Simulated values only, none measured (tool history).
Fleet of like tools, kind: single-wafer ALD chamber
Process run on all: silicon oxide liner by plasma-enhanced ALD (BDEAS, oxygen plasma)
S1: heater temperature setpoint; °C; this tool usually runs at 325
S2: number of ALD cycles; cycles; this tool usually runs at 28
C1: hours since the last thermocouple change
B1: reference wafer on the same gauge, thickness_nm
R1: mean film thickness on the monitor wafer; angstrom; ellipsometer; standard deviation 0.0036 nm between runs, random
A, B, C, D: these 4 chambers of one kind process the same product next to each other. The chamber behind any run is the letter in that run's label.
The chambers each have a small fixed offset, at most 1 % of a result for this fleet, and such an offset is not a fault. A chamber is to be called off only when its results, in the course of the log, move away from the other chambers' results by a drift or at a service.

run 1A hour=3.7 | S1=325 S2=28 | C1=611.3 | B1=2.8797 | R1=25.178
run 2D hour=8.0 | S1=325 S2=28 | C1=1551.0 | B1=2.8790 | R1=25.015
run 3C hour=13.3 | S1=325 S2=28 | C1=728.0 | B1=2.8776 | R1=24.949
run 4B hour=17.4 | S1=325 S2=28 | C1=1111.5 | B1=2.8783 | R1=25.019
run 5D hour=22.1 | S1=325 S2=28 | C1=1565.1 | B1=2.8784 | R1=25.057
run 6C hour=26.7 | S1=325 S2=28 | C1=741.4 | B1=2.8769 | R1=24.862
run 7A hour=32.2 | S1=325 S2=28 | C1=639.8 | B1=2.8778 | R1=25.150
run 8B hour=38.6 | S1=325 S2=28 | C1=1132.7 | B1=2.8770 | R1=24.992
run 9D hour=44.7 | S1=325 S2=28 | C1=1587.7 | B1=2.8755 | R1=25.138
run 10B hour=50.7 | S1=325 S2=28 | C1=1144.8 | B1=2.8747 | R1=25.021
run 11C hour=57.6 | S1=325 S2=32 | C1=772.3 | B1=2.8754 | R1=28.395
run 12A hour=63.3 | S1=325 S2=32 | C1=670.9 | B1=2.8741 | R1=28.843
run 13A hour=68.4 | S1=325 S2=32 | C1=676.0 | B1=2.8734 | R1=28.811
run 14C hour=73.0 | S1=325 S2=32 | C1=787.7 | B1=2.8732 | R1=28.445
run 15B hour=77.4 | S1=325 S2=28 | C1=1171.5 | B1=2.8725 | R1=24.911
run 16D hour=83.6 | S1=325 S2=28 | C1=1626.6 | B1=2.8725 | R1=25.068
run 17A hour=90.5 | S1=325 S2=28 | C1=698.1 | B1=2.8725 | R1=25.163
run 18B hour=97.0 | S1=325 S2=28 | C1=1191.1 | B1=2.8718 | R1=24.952
run 19C hour=101.8 | S1=325 S2=28 | C1=816.5 | B1=2.8711 | R1=24.902
run 20D hour=107.5 | S1=325 S2=28 | C1=1650.5 | B1=2.8689 | R1=25.016
run 21C hour=112.8 | S1=325 S2=28 | C1=827.5 | B1=2.8709 | R1=24.869
run 22D hour=119.9 | S1=325 S2=33 | C1=1662.9 | B1=2.8687 | R1=29.511
run 23B hour=125.7 | S1=325 S2=33 | C1=1219.8 | B1=2.8683 | R1=29.328
run 24A hour=132.9 | S1=325 S2=33 | C1=740.5 | B1=2.8668 | R1=29.606
run 25D hour=137.8 | S1=325 S2=33 | C1=1680.8 | B1=2.8679 | R1=29.444
run 26B hour=142.9 | S1=325 S2=28 | C1=1237.0 | B1=2.8674 | R1=24.920
run 27C hour=146.1 | S1=325 S2=28 | C1=860.8 | B1=2.8676 | R1=24.847
run 28A hour=149.4 | S1=325 S2=28 | C1=757.0 | B1=2.8665 | R1=25.098
run 29A hour=154.7 | S1=325 S2=28 | C1=762.3 | B1=2.8649 | R1=25.137
run 30D hour=161.9 | S1=325 S2=28 | C1=1704.9 | B1=2.8658 | R1=25.000
run 31B hour=167.3 | S1=311 S2=30 | C1=1261.4 | B1=2.8644 | R1=27.128
run 32C hour=172.1 | S1=311 S2=30 | C1=886.8 | B1=2.8641 | R1=27.147
run 33C hour=176.2 | S1=311 S2=30 | C1=890.9 | B1=2.8644 | R1=27.135
run 34A hour=181.9 | S1=311 S2=30 | C1=789.5 | B1=2.8642 | R1=27.528

Is one chamber off against the others, does the gauge drift, or is nothing wrong? If a chamber is off, say which, and what the likeliest cause is.

The shared gauge is drifting. All chambers look as if they move in step, but none is off.
Cause: gauge reads low (%) = 0.587.

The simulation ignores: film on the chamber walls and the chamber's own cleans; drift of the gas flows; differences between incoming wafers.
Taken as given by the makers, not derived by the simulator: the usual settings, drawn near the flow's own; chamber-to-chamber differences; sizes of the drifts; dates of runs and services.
